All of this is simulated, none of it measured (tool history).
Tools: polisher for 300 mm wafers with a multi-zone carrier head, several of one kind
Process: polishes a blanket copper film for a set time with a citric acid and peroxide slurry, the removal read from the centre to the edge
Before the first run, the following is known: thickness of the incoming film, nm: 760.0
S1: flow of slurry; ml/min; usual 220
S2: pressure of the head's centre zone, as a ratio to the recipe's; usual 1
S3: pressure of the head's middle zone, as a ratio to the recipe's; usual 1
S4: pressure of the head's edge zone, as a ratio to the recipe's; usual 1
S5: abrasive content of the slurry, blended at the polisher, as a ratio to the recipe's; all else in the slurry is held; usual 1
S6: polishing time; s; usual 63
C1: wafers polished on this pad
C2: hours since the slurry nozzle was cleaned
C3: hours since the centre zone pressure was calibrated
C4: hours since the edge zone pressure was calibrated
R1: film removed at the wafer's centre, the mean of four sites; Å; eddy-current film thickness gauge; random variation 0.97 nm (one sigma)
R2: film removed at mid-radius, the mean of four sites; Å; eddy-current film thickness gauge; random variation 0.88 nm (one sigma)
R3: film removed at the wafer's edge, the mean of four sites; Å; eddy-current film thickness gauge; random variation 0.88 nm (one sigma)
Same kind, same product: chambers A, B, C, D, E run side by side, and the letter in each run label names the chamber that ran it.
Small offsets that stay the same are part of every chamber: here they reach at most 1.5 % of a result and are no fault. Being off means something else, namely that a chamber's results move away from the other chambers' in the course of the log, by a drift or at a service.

run,day,S1,S2,S3,S4,S5,S6,C1,C2,C3,C4,R1,R2,R3
1E,0.342,220,1,1,1,1,63,353,286.3,606.5,268.3,643.07,659.19,658.74
2B,0.696,220,1,1,1,1,63,511,502.7,423.5,358.3,645.09,651.92,665.5
3A,1.275,220,1,1,1,1,63,513,216.9,390.1,694.8,632.9,656.93,654.65
4D,1.55,220,1,1,1,1,63,401,534.6,218.4,125.1,655.25,651.41,638.81
# day 1.575: chamber A: worn pad replaced by a new one
# day 1.8: chamber C: worn pad replaced by a new one
5C,2.029,220,1,1,1,1,63,51,306.4,759.6,851.5,648.7,629.47,639.02
# day 2.092: chamber B: worn pad replaced by a new one
6D,2.442,220,1,1,1,1,63,600,556,239.8,146.5,674.45,643.32,652.17
7B,2.979,220,1,1,1,1,63,197,557.5,478.3,413.1,660.77,648.78,655.68
8C,3.292,220,1,1,1,1,63,332,336.7,789.9,881.8,652.06,640.34,660.11
# day 3.662: chamber D: worn pad replaced by a new one
9E,3.683,220,1,1.05,1,1,63,1097,366.5,686.7,348.5,631.06,668.45,642.21
10A,3.95,220,1,1.05,1,1,63,529,281.1,454.3,759,641.92,674.34,638.82
11A,4.388,220,1,1.05,1,1,63,626,291.6,464.8,769.5,635.28,680.79,654.37
# day 4.65: chamber B: centre zone pressure recalibrated
# day 4.788: chamber B: slurry nozzle cleaned
12D,4.917,220,1,1.05,1,1,63,280,615.4,299.2,205.9,669.38,657.95,641.45
# day 4.983: chamber A: worn pad replaced by a new one
# day 5.125: chamber C: worn pad replaced by a new one
13E,5.404,220,1,1.05,1,1,63,1481,407.8,728,389.8,651.2,674,619.63
# day 5.492: chamber B: worn pad replaced by a new one
14B,5.725,220,1,1,1,1,63,52,22.5,25.8,479,655.98,648.48,645.71
15C,6.179,220,1,1,1,1,63,235,406,859.2,951.1,661.04,642.77,638.02
16C,6.462,220,1,1,1,1,80,298,412.8,866,957.9,812.55,846.34,801.09
17B,7.05,220,1,1,1,1,80,347,54.3,57.6,510.8,801.38,822.76,835.12
# day 7.483: chamber D: worn pad replaced by a new one
18A,7.504,220,1,1,1,1,80,561,366.4,539.6,844.3,819.14,821.91,810.41
# day 7.583: chamber A: worn pad replaced by a new one
19E,7.858,220,1,1,1,1,80,2027,466.7,786.9,448.7,788.86,812.62,772.9
# day 8.346: chamber C: worn pad replaced by a new one
20D,8.396,220,1,1,1,1,80,204,698.9,382.7,289.4,808.32,841.62,820.06
# day 8.425: chamber B: worn pad replaced by a new one
21B,8.675,220,1.11,1,1,1,63,55,93.3,96.6,549.8,713.4,667.47,672.38
# day 8.838: chamber B: edge zone pressure recalibrated
22C,9.021,220,1.11,1,1,1,63,150,474.2,927.4,1019.3,715.39,642.9,648.29
23E,9.617,220,1.11,1,1,1,63,2419,508.9,829.1,490.9,694,618.87,620.61
24D,10.208,220,1.11,1,1,1,63,607,742.4,426.2,332.9,722.97,642.09,643.12
25A,10.733,220,1.11,1,1,1,63,701,443.9,617.1,921.8,723.04,663.96,672.96
# day 11.029: chamber A: worn pad replaced by a new one
26B,11.217,220,1,1,1,1,63,621,154.3,157.6,57.2,660.04,657.75,659.94
27C,11.633,220,1,0.92,0.93,1,63,732,536.9,990.1,1082,643.94,596.63,625.09
# day 11.767: chamber C: worn pad replaced by a new one
# day 12: chamber B: worn pad replaced by a new one
28A,12.2,220,1,0.92,0.93,1,63,260,479.1,652.3,957,646.89,591.51,624.32
# day 12.3: chamber D: worn pad replaced by a new one
29D,12.504,220,1,0.92,0.93,1,63,46,797.5,481.3,388,653.24,615.1,615.86
# day 12.792: chamber D: edge zone pressure recalibrated
30E,12.912,220,1,0.92,0.93,1,63,3153,588,908.2,570,587.51,561.25,563.47
# day 13.288: chamber C: centre zone pressure recalibrated
31A,13.467,220,1,0.92,0.93,1,63,542,509.5,682.7,987.4,637.61,594.47,624.81
# day 13.825: chamber C: slurry nozzle cleaned
32E,13.908,220,1,1,1,1,63,3374,611.9,932.1,593.9,596.01,609.83,596.65
33B,14.179,220,1,1,1,1,63,485,225.4,228.7,128.3,650.51,639.62,672.98
# day 14.196: chamber C: edge zone pressure recalibrated
34D,14.742,220,1,1,1,1,63,544,851.2,535,46.9,648.44,642.09,631.37
# day 14.883: chamber C: worn pad replaced by a new one
35C,15.042,220,1,1,1,1,63,36,29.3,42.2,20.4,670.75,638.01,635.77

Predict what each chamber gives when all 5 of them run the settings below next.
36A,15.479,220,1,1,1.07,1,63,,,,,?,?,?
36B,15.479,220,1,1,1.07,1,63,,,,,?,?,?
36C,15.479,220,1,1,1.07,1,63,,,,,?,?,?
36D,15.479,220,1,1,1.07,1,63,,,,,?,?,?
36E,15.479,220,1,1,1.07,1,63,,,,,?,?,?

run,R1,R2,R3
36A,636.66,633.42,674.37
36B,646.64,654.8,670.6
36C,644.02,640.4,674.24
36D,640.5,643.68,667.32
36E,591.41,588.32,596.25
